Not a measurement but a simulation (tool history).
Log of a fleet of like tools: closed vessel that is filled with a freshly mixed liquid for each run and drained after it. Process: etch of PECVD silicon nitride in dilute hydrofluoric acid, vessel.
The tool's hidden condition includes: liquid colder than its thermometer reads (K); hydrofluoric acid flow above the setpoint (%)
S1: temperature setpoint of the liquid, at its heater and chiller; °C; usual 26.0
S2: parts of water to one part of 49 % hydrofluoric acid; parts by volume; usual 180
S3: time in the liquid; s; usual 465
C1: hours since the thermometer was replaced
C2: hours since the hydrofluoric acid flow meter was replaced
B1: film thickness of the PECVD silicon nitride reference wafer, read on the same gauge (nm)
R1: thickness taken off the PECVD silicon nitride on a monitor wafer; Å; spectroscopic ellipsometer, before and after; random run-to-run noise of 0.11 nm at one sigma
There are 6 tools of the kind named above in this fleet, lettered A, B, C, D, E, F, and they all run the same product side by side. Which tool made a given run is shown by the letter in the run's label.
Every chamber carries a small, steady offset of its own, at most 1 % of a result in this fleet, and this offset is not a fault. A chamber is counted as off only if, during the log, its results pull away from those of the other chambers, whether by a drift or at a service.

run 1F hour=9.5 | S1=26.0 S2=180 S3=465 | C1=542.4 C2=117.9 | B1=109.99 | R1=121.680
run 2E hour=17.2 | S1=26.0 S2=180 S3=465 | C1=543.4 C2=2261.9 | B1=109.97 | R1=120.360
run 3D hour=29.6 | S1=26.0 S2=180 S3=465 | C1=1932.6 C2=892.3 | B1=110.02 | R1=117.980
run 4A hour=38.3 | S1=26.0 S2=180 S3=465 | C1=82.6 C2=292.7 | B1=109.98 | R1=120.630
run 5C hour=53.2 | S1=26.0 S2=180 S3=465 | C1=403.8 C2=592.2 | B1=110.01 | R1=122.590
run 6B hour=64.1 | S1=26.0 S2=130 S3=465 | C1=1459.4 C2=914.3 | B1=110.01 | R1=167.470
run 7D hour=72.4 | S1=26.0 S2=130 S3=465 | C1=1975.4 C2=935.1 | B1=109.99 | R1=167.380
run 8C hour=86.2 | S1=26.0 S2=130 S3=465 | C1=436.8 C2=625.2 | B1=109.97 | R1=167.420
run 9E hour=95.9 | S1=26.0 S2=130 S3=465 | C1=622.1 C2=2340.6 | B1=110.00 | R1=166.590
run 10A hour=104.3 | S1=26.0 S2=130 S3=465 | C1=148.6 C2=358.7 | B1=110.01 | R1=166.000
run 11B hour=111.9 | S1=26.0 S2=130 S3=465 | C1=1507.2 C2=962.1 | B1=110.01 | R1=167.140
-- hour=115.3 chamber E: hydrofluoric acid flow meter replaced
run 12F hour=123.8 | S1=26.0 S2=180 S3=465 | C1=656.7 C2=232.2 | B1=110.01 | R1=120.760
run 13D hour=136.9 | S1=29.5 S2=180 S3=330 | C1=2039.9 C2=999.6 | B1=110.00 | R1=106.270
run 14A hour=144.7 | S1=29.5 S2=180 S3=330 | C1=189.0 C2=399.1 | B1=109.99 | R1=107.710
run 15C hour=159.7 | S1=29.5 S2=180 S3=330 | C1=510.3 C2=698.7 | B1=110.00 | R1=106.840
run 16F hour=167.5 | S1=29.5 S2=180 S3=330 | C1=700.4 C2=275.9 | B1=110.00 | R1=104.980
run 17E hour=177.8 | S1=29.5 S2=180 S3=330 | C1=704.0 C2=62.5 | B1=110.00 | R1=105.680
-- hour=180.0 chamber B: hydrofluoric acid flow meter replaced
-- hour=184.6 chamber F: thermometer replaced
run 18B hour=190.3 | S1=29.5 S2=180 S3=330 | C1=1585.6 C2=10.3 | B1=110.00 | R1=106.420
-- hour=192.2 chamber A: hydrofluoric acid flow meter replaced
run 19B hour=198.7 | S1=26.0 S2=180 S3=465 | C1=1594.0 C2=18.7 | B1=110.01 | R1=119.750
run 20A hour=207.4 | S1=26.0 S2=180 S3=465 | C1=251.7 C2=15.3 | B1=110.00 | R1=119.390
run 21E hour=220.3 | S1=26.0 S2=180 S3=465 | C1=746.5 C2=105.0 | B1=109.99 | R1=119.620
run 22C hour=231.3 | S1=26.0 S2=180 S3=465 | C1=581.9 C2=770.3 | B1=110.01 | R1=117.680
run 23D hour=244.7 | S1=26.0 S2=180 S3=465 | C1=2147.7 C2=1107.4 | B1=110.01 | R1=118.630
run 24F hour=252.7 | S1=26.0 S2=180 S3=465 | C1=68.1 C2=361.1 | B1=110.02 | R1=121.330
run 25A hour=262.6 | S1=26.0 S2=180 S3=465 | C1=306.9 C2=70.5 | B1=109.99 | R1=120.510
run 26B hour=275.6 | S1=26.0 S2=180 S3=465 | C1=1670.9 C2=95.6 | B1=110.00 | R1=119.620
run 27C hour=283.5 | S1=26.0 S2=180 S3=465 | C1=634.1 C2=822.5 | B1=109.99 | R1=115.070
run 28F hour=293.0 | S1=26.0 S2=180 S3=465 | C1=108.4 C2=401.4 | B1=110.02 | R1=119.790
run 29E hour=303.2 | S1=26.0 S2=180 S3=465 | C1=829.4 C2=187.9 | B1=110.03 | R1=119.450
run 30D hour=315.2 | S1=26.0 S2=180 S3=465 | C1=2218.2 C2=1177.9 | B1=110.01 | R1=120.350
run 31B hour=322.8 | S1=26.0 S2=180 S3=465 | C1=1718.1 C2=142.8 | B1=110.01 | R1=119.980
run 32C hour=331.3 | S1=26.0 S2=180 S3=465 | C1=681.9 C2=870.3 | B1=109.98 | R1=113.590
run 33E hour=345.3 | S1=26.0 S2=180 S3=465 | C1=871.5 C2=230.0 | B1=110.00 | R1=119.090
run 34A hour=358.3 | S1=26.0 S2=180 S3=465 | C1=402.6 C2=166.2 | B1=110.02 | R1=122.540
run 35F hour=365.9 | S1=21.5 S2=230 S3=465 | C1=181.3 C2=474.3 | B1=110.01 | R1=72.467
run 36D hour=375.6 | S1=21.5 S2=230 S3=465 | C1=2278.6 C2=1238.3 | B1=110.01 | R1=70.298
run 37B hour=386.2 | S1=21.5 S2=230 S3=465 | C1=1781.5 C2=206.2 | B1=110.00 | R1=71.367
run 38C hour=394.8 | S1=21.5 S2=230 S3=465 | C1=745.4 C2=933.8 | B1=110.01 | R1=64.739
run 39A hour=402.4 | S1=21.5 S2=230 S3=465 | C1=446.7 C2=210.3 | B1=109.99 | R1=70.950

Next, every chamber runs the same settings. What will each give?
run 40A hour=413.1 | S1=26.0 S2=180 S3=465 | R1=?
run 40B hour=413.1 | S1=26.0 S2=180 S3=465 | R1=?
run 40C hour=413.1 | S1=26.0 S2=180 S3=465 | R1=?
run 40D hour=413.1 | S1=26.0 S2=180 S3=465 | R1=?
run 40E hour=413.1 | S1=26.0 S2=180 S3=465 | R1=?
run 40F hour=413.1 | S1=26.0 S2=180 S3=465 | R1=?

run=40A R1=121.690
run=40B R1=121.210
run=40C R1=107.960
run=40D R1=119.790
run=40E R1=120.180
run=40F R1=120.870
